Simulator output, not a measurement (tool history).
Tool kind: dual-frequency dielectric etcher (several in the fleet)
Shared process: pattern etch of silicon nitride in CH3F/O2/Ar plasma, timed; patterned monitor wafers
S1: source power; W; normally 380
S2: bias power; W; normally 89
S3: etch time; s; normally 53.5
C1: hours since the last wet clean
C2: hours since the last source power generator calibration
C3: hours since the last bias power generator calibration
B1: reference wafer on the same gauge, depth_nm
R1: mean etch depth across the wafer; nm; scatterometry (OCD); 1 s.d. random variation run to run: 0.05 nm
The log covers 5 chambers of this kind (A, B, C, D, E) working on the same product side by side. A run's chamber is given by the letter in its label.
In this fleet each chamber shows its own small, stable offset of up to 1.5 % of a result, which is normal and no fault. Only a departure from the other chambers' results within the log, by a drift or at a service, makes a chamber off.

-- hour=3.7 chamber C: source power generator calibrated
run 1E hour=8.7 | S1=380 S2=89 S3=53.5 | C1=97.2 C2=84.4 C3=131.9 | B1=35.703 | R1=39.722
run 2A hour=18 | S1=380 S2=89 S3=53.5 | C1=328.9 C2=1781.3 C3=3519.5 | B1=35.713 | R1=39.688
run 3C hour=30.1 | S1=380 S2=89 S3=53.5 | C1=75.4 C2=26.4 C3=2114.3 | B1=35.731 | R1=39.664
run 4B hour=41.7 | S1=380 S2=89 S3=53.5 | C1=141.5 C2=490.9 C3=291 | B1=35.723 | R1=40.08
run 5D hour=52.9 | S1=380 S2=89 S3=53.5 | C1=93.1 C2=695 C3=2537 | B1=35.739 | R1=39.624
-- hour=53.6 chamber A: wet clean of the chamber
run 6B hour=62.4 | S1=380 S2=89 S3=53.5 | C1=162.2 C2=511.6 C3=311.7 | B1=35.739 | R1=40.044
run 7C hour=68 | S1=380 S2=89 S3=53.5 | C1=113.3 C2=64.3 C3=2152.2 | B1=35.727 | R1=39.657
run 8D hour=78.9 | S1=350 S2=89 S3=53.5 | C1=119.1 C2=721 C3=2563 | B1=35.752 | R1=38.492
run 9A hour=88.9 | S1=350 S2=89 S3=53.5 | C1=35.4 C2=1852.2 C3=3590.4 | B1=35.751 | R1=38.445
run 10E hour=98.9 | S1=350 S2=89 S3=53.5 | C1=187.4 C2=174.6 C3=222.1 | B1=35.756 | R1=38.534
run 11D hour=105.8 | S1=350 S2=89 S3=53.5 | C1=146 C2=747.9 C3=2589.9 | B1=35.756 | R1=38.525
run 12B hour=114.5 | S1=350 S2=89 S3=53.5 | C1=214.3 C2=563.7 C3=363.8 | B1=35.767 | R1=38.981
run 13C hour=126.6 | S1=380 S2=89 S3=53.5 | C1=171.9 C2=122.9 C3=2210.8 | B1=35.773 | R1=39.623
run 14A hour=133.8 | S1=380 S2=89 S3=53.5 | C1=80.3 C2=1897.1 C3=3635.3 | B1=35.78 | R1=39.752
run 15E hour=146.4 | S1=380 S2=89 S3=66 | C1=234.9 C2=222.1 C3=269.6 | B1=35.785 | R1=49.101
run 16D hour=152.7 | S1=380 S2=89 S3=66 | C1=192.9 C2=794.8 C3=2636.8 | B1=35.777 | R1=48.975
run 17E hour=164.7 | S1=380 S2=89 S3=66 | C1=253.2 C2=240.4 C3=287.9 | B1=35.791 | R1=49.051
run 18C hour=174.6 | S1=380 S2=89 S3=66 | C1=219.9 C2=170.9 C3=2258.8 | B1=35.794 | R1=49.069
run 19B hour=185 | S1=380 S2=89 S3=66 | C1=284.8 C2=634.2 C3=434.3 | B1=35.8 | R1=49.621
run 20A hour=196.4 | S1=380 S2=89 S3=53.5 | C1=142.9 C2=1959.7 C3=3697.9 | B1=35.798 | R1=39.817
run 21D hour=204.6 | S1=380 S2=89 S3=53.5 | C1=244.8 C2=846.7 C3=2688.7 | B1=35.816 | R1=39.837
run 22A hour=213.7 | S1=380 S2=89 S3=53.5 | C1=160.2 C2=1977 C3=3715.2 | B1=35.817 | R1=39.788
run 23C hour=219.4 | S1=380 S2=89 S3=53.5 | C1=264.7 C2=215.7 C3=2303.6 | B1=35.831 | R1=39.704
run 24B hour=227.5 | S1=380 S2=89 S3=53.5 | C1=327.3 C2=676.7 C3=476.8 | B1=35.821 | R1=40.208
run 25E hour=235.1 | S1=380 S2=89 S3=53.5 | C1=323.6 C2=310.8 C3=358.3 | B1=35.842 | R1=39.854
run 26E hour=245 | S1=380 S2=89 S3=53.5 | C1=333.5 C2=320.7 C3=368.2 | B1=35.843 | R1=39.822
run 27B hour=250.6 | S1=380 S2=89 S3=53.5 | C1=350.4 C2=699.8 C3=499.9 | B1=35.835 | R1=40.292
run 28A hour=262.1 | S1=380 S2=89 S3=53.5 | C1=208.6 C2=2025.4 C3=3763.6 | B1=35.835 | R1=39.786
run 29D hour=274.5 | S1=380 S2=89 S3=53.5 | C1=314.7 C2=916.6 C3=2758.6 | B1=35.845 | R1=39.845
-- hour=285.6 chamber D: wet clean of the chamber
run 30C hour=287.3 | S1=380 S2=89 S3=53.5 | C1=332.6 C2=283.6 C3=2371.5 | B1=35.862 | R1=39.846
run 31E hour=299.1 | S1=380 S2=89 S3=53.5 | C1=387.6 C2=374.8 C3=422.3 | B1=35.87 | R1=39.827
run 32B hour=309.4 | S1=380 S2=89 S3=53.5 | C1=409.2 C2=758.6 C3=558.7 | B1=35.88 | R1=40.34
run 33D hour=316.7 | S1=350 S2=89 S3=38 | C1=31.1 C2=958.8 C3=2800.8 | B1=35.871 | R1=27.438
run 34A hour=325 | S1=350 S2=89 S3=38 | C1=271.5 C2=2088.3 C3=3826.5 | B1=35.884 | R1=27.373

All chambers now run identical settings, listed one chamber a line with results as question marks. What results will each chamber show?
run 35A hour=334.2 | S1=380 S2=89 S3=42 | R1=?
run 35B hour=334.2 | S1=380 S2=89 S3=42 | R1=?
run 35C hour=334.2 | S1=380 S2=89 S3=42 | R1=?
run 35D hour=334.2 | S1=380 S2=89 S3=42 | R1=?
run 35E hour=334.2 | S1=380 S2=89 S3=42 | R1=?

run=35A R1=31.23
run=35B R1=31.746
run=35C R1=31.23
run=35D R1=31.308
run=35E R1=31.291
